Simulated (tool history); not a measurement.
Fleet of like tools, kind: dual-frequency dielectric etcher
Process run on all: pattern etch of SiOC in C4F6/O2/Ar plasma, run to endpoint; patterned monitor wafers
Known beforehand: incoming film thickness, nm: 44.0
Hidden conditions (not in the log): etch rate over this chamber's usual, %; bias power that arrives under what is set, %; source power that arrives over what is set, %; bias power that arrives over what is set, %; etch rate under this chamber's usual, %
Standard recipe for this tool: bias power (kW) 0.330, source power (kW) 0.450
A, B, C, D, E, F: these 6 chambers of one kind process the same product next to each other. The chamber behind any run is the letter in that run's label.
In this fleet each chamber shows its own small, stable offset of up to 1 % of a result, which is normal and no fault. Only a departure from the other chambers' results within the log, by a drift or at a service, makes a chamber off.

run   hour  bias power (kW)  source power (kW)  hours since the last wet clean  hours since the last bias power generator calibration  hours since the last source power generator calibration  endpoint time (s)
 1D    4.7            0.330              0.450                            66.1                                                  497.8                                                    179.2             16.443
 2C   11.1            0.330              0.450                           334.6                                                 3919.7                                                    738.3             16.432
 3A   17.3            0.330              0.450                           300.1                                                 1098.1                                                   1038.0             16.381
 4B   21.9            0.330              0.450                           242.9                                                 2477.1                                                     70.8             16.510
      30.6  -- chamber F: wet clean of the chamber
 5F   30.6            0.330              0.450                             0.0                                                  452.2                                                   3136.0             16.427
 6E   38.9            0.251              0.450                           124.9                                                   59.9                                                   2073.2             18.262
 7A   47.7            0.251              0.450                           330.5                                                 1128.5                                                   1068.4             18.051
 8B   53.6            0.251              0.450                           274.6                                                 2508.8                                                    102.5             18.231
 9C   61.3            0.251              0.450                           384.8                                                 3969.9                                                    788.5             17.962
10E   71.5            0.251              0.450                           157.5                                                   92.5                                                   2105.8             18.153
11F   78.4            0.251              0.450                            47.8                                                  500.0                                                   3183.8             17.884
12D   87.2            0.330              0.450                           148.6                                                  580.3                                                    261.7             16.481
13D   92.7            0.330              0.450                           154.1                                                  585.8                                                    267.2             16.596
14F   99.7            0.330              0.450                            69.1                                                  521.3                                                   3205.1             16.483
     104.3  -- chamber C: bias power generator calibrated
15A  105.7            0.330              0.450                           388.5                                                 1186.5                                                   1126.4             16.492
16E  114.0            0.330              0.450                           200.0                                                  135.0                                                   2148.3             16.473
     115.3  -- chamber C: wet clean of the chamber
17C  118.9            0.330              0.450                             3.6                                                   14.7                                                    846.1             16.191
18B  126.2            0.330              0.450                           347.2                                                 2581.4                                                    175.1             16.477
19B  131.2            0.330              0.450                           352.2                                                 2586.4                                                    180.1             16.457
20E  140.4            0.330              0.450                           226.4                                                  161.4                                                   2174.7             16.569
21D  146.3            0.330              0.450                           207.7                                                  639.4                                                    320.8             16.306
22F  155.7            0.330              0.450                           125.1                                                  577.3                                                   3261.1             16.446
23C  161.7            0.330              0.450                            46.4                                                   57.5                                                    888.9             16.434
24A  170.9            0.330              0.450                           453.7                                                 1251.7                                                   1191.6             16.156
25D  177.8            0.330              0.450                           239.2                                                  670.9                                                    352.3             16.578
26A  185.0            0.330              0.450                           467.8                                                 1265.8                                                   1205.7             16.284
27E  195.5            0.330              0.450                           281.5                                                  216.5                                                   2229.8             16.485
28B  200.1            0.369              0.380                           421.1                                                 2655.3                                                    249.0             16.968
29F  206.3            0.369              0.380                           175.7                                                  627.9                                                   3311.7             16.882
30C  216.0            0.369              0.380                           100.7                                                  111.8                                                    943.2             16.945
31C  223.8            0.369              0.380                           108.5                                                  119.6                                                    951.0             16.732
32B  234.1            0.369              0.380                           455.1                                                 2689.3                                                    283.0             17.096
     235.2  -- chamber B: wet clean of the chamber
33E  241.8            0.369              0.380                           327.8                                                  262.8                                                   2276.1             16.858
34A  250.1            0.330              0.450                           532.9                                                 1330.9                                                   1270.8             16.011
     259.3  -- chamber D: wet clean of the chamber
35D  260.6            0.330              0.450                             1.3                                                  753.7                                                    435.1             16.590
36F  269.5            0.330              0.450                           238.9                                                  691.1                                                   3374.9             16.526
37C  277.5            0.330              0.450                           162.2                                                  173.3                                                   1004.7             16.423
38E  287.8            0.330              0.450                           373.8                                                  308.8                                                   2322.1             16.493
39B  297.9            0.330              0.450                            62.7                                                 2753.1                                                    346.8             16.550
40F  304.3            0.330              0.450                           273.7                                                  725.9                                                   3409.7             16.550

Is one chamber off against the others, does the gauge drift, or is nothing wrong? If a chamber is off, say which, and what the likeliest cause is.

It is chamber A that slowly wanders off from its peers.
What lies behind it: etch rate over this chamber's usual, % = 4.56.

Chamber A could run next with any of the 4 candidate recipes listed below; each alters the usual settings, and their results appear as question marks. Which one brings its results back in line with what the other chambers deliver on the usual settings?
In line means no further than this from the other chambers' mean on the usual settings: endpoint time (s) 0.310
41A-1  311.8            0.309              0.420                                                                                                                                                                  ?
41A-2  311.8            0.423              0.450                                                                                                                                                                  ?
41A-3  311.8            0.255              0.450                                                                                                                                                                  ?
41A-4  311.8            0.351              0.480                                                                                                                                                                  ?

What the other chambers average on the usual settings: endpoint time (s) 16.484
  run  endpoint time (s)
41A-1             16.511
41A-2             14.418
41A-3             17.143
41A-4             15.026
With 41A-1, the chamber falls back in line with the rest.
